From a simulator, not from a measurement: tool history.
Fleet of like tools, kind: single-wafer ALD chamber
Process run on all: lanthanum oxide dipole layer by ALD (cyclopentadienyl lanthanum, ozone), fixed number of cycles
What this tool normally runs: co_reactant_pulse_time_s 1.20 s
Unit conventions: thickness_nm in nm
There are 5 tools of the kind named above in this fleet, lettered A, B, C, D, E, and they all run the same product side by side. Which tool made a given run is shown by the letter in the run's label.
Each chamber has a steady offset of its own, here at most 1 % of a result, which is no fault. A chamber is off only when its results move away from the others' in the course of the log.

run,hour,co_reactant_pulse_time_s,hours since the last thermocouple change,hours since the last ozone generator service,"read-back reference wafer on the same gauge, thickness_nm",thickness_nm
1D,4.3,1.20,362.7,1373.4,0.60395,0.52644
2E,11.8,1.20,625.3,182.0,0.60405,0.53084
3A,19.6,1.20,897.4,1810.8,0.60409,0.52585
4C,27.4,1.20,1974.1,82.1,0.60456,0.52780
5B,33.5,1.20,890.2,534.6,0.60399,0.52820
# hour 37.3: chamber C: thermocouple changed; heater temperature recalibrated
6B,38.5,1.20,895.2,539.6,0.60391,0.52343
7A,43.9,1.20,921.7,1835.1,0.60436,0.52495
8C,51.3,1.20,14.0,106.0,0.60326,0.52552
9E,58.3,1.20,671.8,228.5,0.60378,0.53317
10D,64.6,1.20,423.0,1433.7,0.60361,0.52799
11C,69.3,1.20,32.0,124.0,0.60440,0.52763
12E,75.4,1.20,688.9,245.6,0.60355,0.52976
13D,82.8,1.20,441.2,1451.9,0.60383,0.52888
# hour 87.1: chamber A: ozone generator serviced
14A,88.1,1.20,965.9,1.0,0.60372,0.52258
15B,92.1,1.03,948.8,593.2,0.60452,0.50632
16C,98.1,1.03,60.8,152.8,0.60433,0.50585
17A,104.2,1.03,982.0,17.1,0.60436,0.49803
18E,111.1,1.03,724.6,281.3,0.60434,0.51040
19D,118.7,1.03,477.1,1487.8,0.60421,0.50929
20B,123.9,1.20,980.6,625.0,0.60452,0.52076
21B,129.9,1.20,986.6,631.0,0.60382,0.52149
22C,136.6,1.20,99.3,191.3,0.60419,0.52852
23D,140.1,1.20,498.5,1509.2,0.60380,0.52794
24A,146.7,1.20,1024.5,59.6,0.60408,0.52029
25E,153.9,1.20,767.4,324.1,0.60435,0.53165
26E,161.2,1.20,774.7,331.4,0.60436,0.53016
27A,164.8,1.39,1042.6,77.7,0.60426,0.53780
28C,168.9,1.39,131.6,223.6,0.60391,0.54419
29B,173.7,1.39,1030.4,674.8,0.60412,0.53435
30D,179.9,1.39,538.3,1549.0,0.60307,0.54593
31B,185.4,1.39,1042.1,686.5,0.60397,0.53516
32D,190.4,1.49,548.8,1559.5,0.60401,0.55232
# hour 191.1: chamber D: ozone generator serviced
33A,198.2,1.49,1076.0,111.1,0.60318,0.54685
34C,204.9,1.49,167.6,259.6,0.60436,0.54996
35E,209.6,1.49,823.1,379.8,0.60396,0.55510
36D,214.8,1.49,573.2,23.7,0.60406,0.55085
37B,222.0,1.20,1078.7,723.1,0.60377,0.51715
38A,228.8,1.20,1106.6,141.7,0.60316,0.51986

Next, every chamber runs the same settings. What will each give?
39A,234.6,1.20,,,,?
39B,234.6,1.20,,,,?
39C,234.6,1.20,,,,?
39D,234.6,1.20,,,,?
39E,234.6,1.20,,,,?

run,thickness_nm
39A,0.52021
39B,0.51672
39C,0.52844
39D,0.52653
39E,0.53149
